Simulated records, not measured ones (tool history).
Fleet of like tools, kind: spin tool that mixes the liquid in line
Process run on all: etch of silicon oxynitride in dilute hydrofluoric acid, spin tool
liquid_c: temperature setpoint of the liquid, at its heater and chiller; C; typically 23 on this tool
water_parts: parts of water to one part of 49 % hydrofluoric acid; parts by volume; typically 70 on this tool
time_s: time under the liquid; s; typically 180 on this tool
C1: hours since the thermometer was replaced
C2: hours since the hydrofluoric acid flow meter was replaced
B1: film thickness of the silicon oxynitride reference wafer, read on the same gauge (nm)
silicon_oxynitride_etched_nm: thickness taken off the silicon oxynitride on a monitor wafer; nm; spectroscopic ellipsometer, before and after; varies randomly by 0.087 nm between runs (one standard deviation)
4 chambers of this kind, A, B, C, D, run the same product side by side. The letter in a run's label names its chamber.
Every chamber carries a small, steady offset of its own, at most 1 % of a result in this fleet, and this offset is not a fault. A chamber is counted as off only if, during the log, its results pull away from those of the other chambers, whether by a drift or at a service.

run 1B hour=8.3 | liquid_c=23 water_parts=70 time_s=180 | C1=72.5 C2=1383.4 | B1=110.04 | silicon_oxynitride_etched_nm=11.263
run 2A hour=14.1 | liquid_c=23 water_parts=70 time_s=180 | C1=1642.6 C2=617.9 | B1=109.99 | silicon_oxynitride_etched_nm=11.443
run 3D hour=25.5 | liquid_c=23 water_parts=70 time_s=180 | C1=835.9 C2=562.6 | B1=109.97 | silicon_oxynitride_etched_nm=11.444
run 4C hour=31.7 | liquid_c=23 water_parts=70 time_s=180 | C1=1669.4 C2=307.7 | B1=109.96 | silicon_oxynitride_etched_nm=11.439
run 5C hour=42.3 | liquid_c=23 water_parts=70 time_s=180 | C1=1680 C2=318.3 | B1=110.03 | silicon_oxynitride_etched_nm=11.135
run 6B hour=53 | liquid_c=23 water_parts=85 time_s=145 | C1=117.2 C2=1428.1 | B1=109.99 | silicon_oxynitride_etched_nm=7.3881
run 7D hour=62.6 | liquid_c=23 water_parts=85 time_s=145 | C1=873 C2=599.7 | B1=109.97 | silicon_oxynitride_etched_nm=7.3189
run 8A hour=74.2 | liquid_c=23 water_parts=85 time_s=145 | C1=1702.7 C2=678 | B1=109.98 | silicon_oxynitride_etched_nm=7.3655
run 9C hour=84.6 | liquid_c=23 water_parts=85 time_s=145 | C1=1722.3 C2=360.6 | B1=110.02 | silicon_oxynitride_etched_nm=7.3063
run 10D hour=91.6 | liquid_c=23 water_parts=70 time_s=180 | C1=902 C2=628.7 | B1=110.03 | silicon_oxynitride_etched_nm=11.269
run 11A hour=102.9 | liquid_c=23 water_parts=80 time_s=260 | C1=1731.4 C2=706.7 | B1=110.02 | silicon_oxynitride_etched_nm=14.228
run 12B hour=114.1 | liquid_c=23 water_parts=80 time_s=260 | C1=178.3 C2=1489.2 | B1=109.98 | silicon_oxynitride_etched_nm=14.028
run 13A hour=124.6 | liquid_c=23 water_parts=80 time_s=260 | C1=1753.1 C2=728.4 | B1=110 | silicon_oxynitride_etched_nm=14.211
run 14B hour=135.1 | liquid_c=23 water_parts=80 time_s=260 | C1=199.3 C2=1510.2 | B1=109.96 | silicon_oxynitride_etched_nm=13.926
run 15C hour=144.5 | liquid_c=23 water_parts=70 time_s=180 | C1=1782.2 C2=420.5 | B1=109.99 | silicon_oxynitride_etched_nm=11.138
-- hour=147.3 chamber B: hydrofluoric acid flow meter replaced
run 16D hour=154.8 | liquid_c=21 water_parts=70 time_s=180 | C1=965.2 C2=691.9 | B1=109.98 | silicon_oxynitride_etched_nm=10.14
run 17B hour=165.8 | liquid_c=21 water_parts=70 time_s=180 | C1=230 C2=18.6 | B1=109.97 | silicon_oxynitride_etched_nm=10.237
run 18A hour=171.4 | liquid_c=21 water_parts=70 time_s=180 | C1=1799.9 C2=775.2 | B1=109.97 | silicon_oxynitride_etched_nm=10.215
run 19C hour=177.1 | liquid_c=21 water_parts=70 time_s=180 | C1=1814.8 C2=453.1 | B1=109.97 | silicon_oxynitride_etched_nm=10.034
run 20D hour=187.2 | liquid_c=23 water_parts=100 time_s=180 | C1=997.6 C2=724.3 | B1=109.99 | silicon_oxynitride_etched_nm=7.5906
run 21B hour=195.2 | liquid_c=23 water_parts=100 time_s=180 | C1=259.4 C2=48 | B1=109.98 | silicon_oxynitride_etched_nm=7.6491
run 22C hour=206.1 | liquid_c=23 water_parts=100 time_s=180 | C1=1843.8 C2=482.1 | B1=110.02 | silicon_oxynitride_etched_nm=7.5456
run 23A hour=211.6 | liquid_c=23 water_parts=100 time_s=180 | C1=1840.1 C2=815.4 | B1=110 | silicon_oxynitride_etched_nm=7.7388
run 24D hour=217.9 | liquid_c=23 water_parts=80 time_s=285 | C1=1028.3 C2=755 | B1=110.01 | silicon_oxynitride_etched_nm=15.204
run 25D hour=227.4 | liquid_c=23 water_parts=80 time_s=285 | C1=1037.8 C2=764.5 | B1=109.98 | silicon_oxynitride_etched_nm=15.101
run 26C hour=234.9 | liquid_c=23 water_parts=80 time_s=285 | C1=1872.6 C2=510.9 | B1=110.01 | silicon_oxynitride_etched_nm=15.323
run 27B hour=246.5 | liquid_c=23 water_parts=80 time_s=285 | C1=310.7 C2=99.3 | B1=109.99 | silicon_oxynitride_etched_nm=15.564
run 28A hour=254.6 | liquid_c=23 water_parts=70 time_s=180 | C1=1883.1 C2=858.4 | B1=110.04 | silicon_oxynitride_etched_nm=11.497
run 29A hour=262.1 | liquid_c=23 water_parts=70 time_s=180 | C1=1890.6 C2=865.9 | B1=109.99 | silicon_oxynitride_etched_nm=11.326
run 30C hour=273.7 | liquid_c=23 water_parts=70 time_s=180 | C1=1911.4 C2=549.7 | B1=110.06 | silicon_oxynitride_etched_nm=11.295
run 31B hour=279.2 | liquid_c=23 water_parts=70 time_s=180 | C1=343.4 C2=132 | B1=110 | silicon_oxynitride_etched_nm=11.216
run 32D hour=289.2 | liquid_c=23 water_parts=70 time_s=180 | C1=1099.6 C2=826.3 | B1=109.95 | silicon_oxynitride_etched_nm=10.788
run 33D hour=294.8 | liquid_c=23 water_parts=70 time_s=180 | C1=1105.2 C2=831.9 | B1=110 | silicon_oxynitride_etched_nm=10.963
run 34B hour=303.5 | liquid_c=23 water_parts=70 time_s=180 | C1=367.7 C2=156.3 | B1=110 | silicon_oxynitride_etched_nm=11.428

For the next run the whole fleet of 4 chambers uses the same settings. Give each chamber's results:
run 35A hour=312.4 | liquid_c=23 water_parts=70 time_s=280 | silicon_oxynitride_etched_nm=?
run 35B hour=312.4 | liquid_c=23 water_parts=70 time_s=280 | silicon_oxynitride_etched_nm=?
run 35C hour=312.4 | liquid_c=23 water_parts=70 time_s=280 | silicon_oxynitride_etched_nm=?
run 35D hour=312.4 | liquid_c=23 water_parts=70 time_s=280 | silicon_oxynitride_etched_nm=?

run=35A silicon_oxynitride_etched_nm=17.829
run=35B silicon_oxynitride_etched_nm=17.397
run=35C silicon_oxynitride_etched_nm=17.454
run=35D silicon_oxynitride_etched_nm=16.879

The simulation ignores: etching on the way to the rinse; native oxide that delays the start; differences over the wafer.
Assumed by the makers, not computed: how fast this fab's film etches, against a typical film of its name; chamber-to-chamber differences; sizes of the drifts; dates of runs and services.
